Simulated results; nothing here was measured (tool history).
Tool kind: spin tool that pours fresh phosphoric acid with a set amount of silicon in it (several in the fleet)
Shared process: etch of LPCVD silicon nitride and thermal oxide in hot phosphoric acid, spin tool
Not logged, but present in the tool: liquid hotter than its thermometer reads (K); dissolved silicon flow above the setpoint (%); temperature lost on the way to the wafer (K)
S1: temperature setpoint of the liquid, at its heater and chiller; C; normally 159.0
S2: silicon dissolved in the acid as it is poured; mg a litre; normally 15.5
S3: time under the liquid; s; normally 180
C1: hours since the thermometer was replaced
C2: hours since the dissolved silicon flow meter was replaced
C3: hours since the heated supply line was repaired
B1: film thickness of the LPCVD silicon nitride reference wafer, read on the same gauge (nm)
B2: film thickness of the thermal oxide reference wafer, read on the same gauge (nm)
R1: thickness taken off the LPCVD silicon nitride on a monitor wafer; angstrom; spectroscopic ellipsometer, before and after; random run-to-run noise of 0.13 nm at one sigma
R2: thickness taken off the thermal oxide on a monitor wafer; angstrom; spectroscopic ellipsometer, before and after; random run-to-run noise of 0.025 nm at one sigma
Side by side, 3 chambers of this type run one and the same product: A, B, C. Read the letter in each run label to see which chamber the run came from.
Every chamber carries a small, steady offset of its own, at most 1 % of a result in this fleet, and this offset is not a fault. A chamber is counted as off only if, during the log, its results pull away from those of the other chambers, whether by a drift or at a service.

Run 1C, day 0.188: usual settings; C1 849.4; C2 333.0; C3 2450.3; B1 69.996; B2 130.00. Result: R1 148.090 angstrom, R2 2.9703 angstrom.
Run 2B, day 0.367: usual settings; C1 2047.1; C2 988.5; C3 548.1; B1 69.973; B2 130.01. Result: R1 149.140 angstrom, R2 3.5065 angstrom.
Run 3A, day 0.600: usual settings; C1 2144.8; C2 1349.0; C3 705.2; B1 69.979; B2 130.07. Result: R1 149.780 angstrom, R2 3.3034 angstrom.
Run 4B, day 0.788: usual settings; C1 2057.2; C2 998.6; C3 558.2; B1 70.033; B2 130.02. Result: R1 148.320 angstrom, R2 3.2901 angstrom.
Run 5C, day 0.975: usual settings; C1 868.3; C2 351.9; C3 2469.2; B1 69.986; B2 130.03. Result: R1 151.230 angstrom, R2 3.2881 angstrom.
Run 6A, day 1.083: usual settings; C1 2156.4; C2 1360.6; C3 716.8; B1 70.001; B2 129.98. Result: R1 149.570 angstrom, R2 3.5249 angstrom.
Run 7B, day 1.242: usual settings; C1 2068.1; C2 1009.5; C3 569.1; B1 70.013; B2 130.02. Result: R1 150.970 angstrom, R2 3.0771 angstrom.
Run 8A, day 1.379: usual settings; C1 2163.5; C2 1367.7; C3 723.9; B1 70.008; B2 129.94. Result: R1 147.050 angstrom, R2 2.8575 angstrom.
Run 9C, day 1.533: usual settings but S1 156.5 C; C1 881.7; C2 365.3; C3 2482.6; B1 70.011; B2 130.00. Result: R1 141.010 angstrom, R2 2.4603 angstrom.
Run 10A, day 1.667: usual settings but S1 156.5 C; C1 2170.4; C2 1374.6; C3 730.8; B1 70.018; B2 129.99. Result: R1 136.510 angstrom, R2 2.7287 angstrom.
Run 11B, day 1.783: usual settings but S1 156.5 C; C1 2081.1; C2 1022.5; C3 582.1; B1 69.997; B2 130.00. Result: R1 138.120 angstrom, R2 2.5181 angstrom.
Run 12C, day 1.942: usual settings; C1 891.5; C2 375.1; C3 2492.4; B1 69.983; B2 130.07. Result: R1 148.490 angstrom, R2 3.1851 angstrom.
Run 13B, day 2.071: usual settings; C1 2088.0; C2 1029.4; C3 589.0; B1 70.009; B2 129.98. Result: R1 150.980 angstrom, R2 3.0762 angstrom.
Run 14A, day 2.192: usual settings; C1 2183.0; C2 1387.2; C3 743.4; B1 69.992; B2 130.04. Result: R1 148.860 angstrom, R2 3.2349 angstrom.
Run 15C, day 2.329: usual settings; C1 900.8; C2 384.4; C3 2501.7; B1 69.944; B2 129.99. Result: R1 151.140 angstrom, R2 3.2798 angstrom.
Run 16A, day 2.517: usual settings but S3 265 s; C1 2190.8; C2 1395.0; C3 751.2; B1 70.053; B2 130.01. Result: R1 222.010 angstrom, R2 4.6915 angstrom.
Run 17B, day 2.725: usual settings but S3 265 s; C1 2103.7; C2 1045.1; C3 604.7; B1 70.004; B2 129.96. Result: R1 222.260 angstrom, R2 4.3714 angstrom.
Run 18C, day 2.921: usual settings but S3 265 s; C1 915.0; C2 398.6; C3 2515.9; B1 70.017; B2 130.02. Result: R1 223.250 angstrom, R2 5.3975 angstrom.
Run 19C, day 3.100: usual settings; C1 919.3; C2 402.9; C3 2520.2; B1 69.972; B2 130.00. Result: R1 150.370 angstrom, R2 3.4730 angstrom.
Run 20A, day 3.267: usual settings; C1 2208.8; C2 1413.0; C3 769.2; B1 70.012; B2 130.04. Result: R1 150.190 angstrom, R2 3.3947 angstrom.
Run 21B, day 3.433: usual settings; C1 2120.7; C2 1062.1; C3 621.7; B1 70.001; B2 129.99. Result: R1 148.940 angstrom, R2 3.3040 angstrom.
Run 22B, day 3.550: usual settings; C1 2123.5; C2 1064.9; C3 624.5; B1 70.028; B2 129.98. Result: R1 149.530 angstrom, R2 2.8196 angstrom.
Run 23C, day 3.654: usual settings; C1 932.6; C2 416.2; C3 2533.5; B1 69.981; B2 130.03. Result: R1 151.700 angstrom, R2 3.2121 angstrom.
Run 24A, day 3.796: usual settings; C1 2221.5; C2 1425.7; C3 781.9; B1 69.968; B2 130.02. Result: R1 150.690 angstrom, R2 3.4992 angstrom.
Run 25B, day 3.912: usual settings; C1 2132.2; C2 1073.6; C3 633.2; B1 70.009; B2 129.99. Result: R1 148.900 angstrom, R2 3.2980 angstrom.
Run 26A, day 4.033: usual settings but S1 160.0 C, S2 9.0 mg a litre; C1 2227.2; C2 1431.4; C3 787.6; B1 70.019; B2 130.02. Result: R1 154.180 angstrom, R2 4.2793 angstrom.
Run 27C, day 4.242: usual settings but S1 160.0 C, S2 9.0 mg a litre; C1 946.7; C2 430.3; C3 2547.6; B1 69.994; B2 130.03. Result: R1 158.240 angstrom, R2 4.0642 angstrom.
At day 4.329: chamber C: thermometer replaced.
Run 28A, day 4.475: usual settings but S1 160.0 C, S2 9.0 mg a litre; C1 2237.8; C2 1442.0; C3 798.2; B1 69.993; B2 130.01. Result: R1 154.100 angstrom, R2 3.6544 angstrom.
Run 29C, day 4.667: usual settings; C1 8.1; C2 440.5; C3 2557.8; B1 69.968; B2 130.01. Result: R1 150.820 angstrom, R2 3.5398 angstrom.
Run 30B, day 4.846: usual settings; C1 2154.6; C2 1096.0; C3 655.6; B1 70.053; B2 129.99. Result: R1 149.430 angstrom, R2 3.4754 angstrom.
Run 31B, day 4.962: usual settings; C1 2157.4; C2 1098.8; C3 658.4; B1 69.997; B2 130.01. Result: R1 149.970 angstrom, R2 3.0365 angstrom.
Run 32C, day 5.158: usual settings; C1 19.9; C2 452.3; C3 2569.6; B1 69.971; B2 130.02. Result: R1 148.830 angstrom, R2 3.1479 angstrom.
Run 33A, day 5.379: usual settings; C1 2259.5; C2 1463.7; C3 819.9; B1 69.968; B2 130.02. Result: R1 151.760 angstrom, R2 3.2915 angstrom.
Run 34B, day 5.571: usual settings; C1 2172.0; C2 1113.4; C3 673.0; B1 70.035; B2 130.02. Result: R1 150.060 angstrom, R2 3.2223 angstrom.
Run 35C, day 5.700: usual settings; C1 32.9; C2 465.3; C3 2582.6; B1 69.983; B2 129.99. Result: R1 151.190 angstrom, R2 3.1658 angstrom.
Run 36A, day 5.892: usual settings; C1 2271.8; C2 1476.0; C3 832.2; B1 69.982; B2 129.98. Result: R1 152.080 angstrom, R2 3.0812 angstrom.
Run 37B, day 6.000: usual settings; C1 2182.3; C2 1123.7; C3 683.3; B1 70.011; B2 129.99. Result: R1 148.740 angstrom, R2 2.9951 angstrom.
Run 38C, day 6.125: usual settings but S2 6.0 mg a litre, S3 115 s; C1 43.1; C2 475.5; C3 2592.8; B1 69.998; B2 130.00. Result: R1 96.917 angstrom, R2 2.4051 angstrom.
Run 39A, day 6.246: usual settings but S2 6.0 mg a litre, S3 115 s; C1 2280.3; C2 1484.5; C3 840.7; B1 69.973; B2 130.00. Result: R1 95.590 angstrom, R2 2.3641 angstrom.
Run 40A, day 6.412: usual settings but S2 6.0 mg a litre, S3 115 s; C1 2284.3; C2 1488.5; C3 844.7; B1 69.974; B2 130.01. Result: R1 95.954 angstrom, R2 2.6236 angstrom.
Run 41C, day 6.517: usual settings; C1 52.5; C2 484.9; C3 2602.2; B1 69.990; B2 129.99. Result: R1 150.940 angstrom, R2 3.2321 angstrom.
Run 42B, day 6.746: usual settings; C1 2200.2; C2 1141.6; C3 701.2; B1 70.040; B2 129.99. Result: R1 149.740 angstrom, R2 3.0405 angstrom.
Run 43A, day 6.946: usual settings; C1 2297.1; C2 1501.3; C3 857.5; B1 70.015; B2 130.03. Result: R1 147.250 angstrom, R2 3.4638 angstrom.

Does one chamber stand apart from the rest, does the shared gauge drift, or is all well apart from small per-chamber offsets? Give the chamber and the most likely cause, where there is one.

Nothing is wrong: each chamber keeps only its own small, steady offset and the gauge holds still.
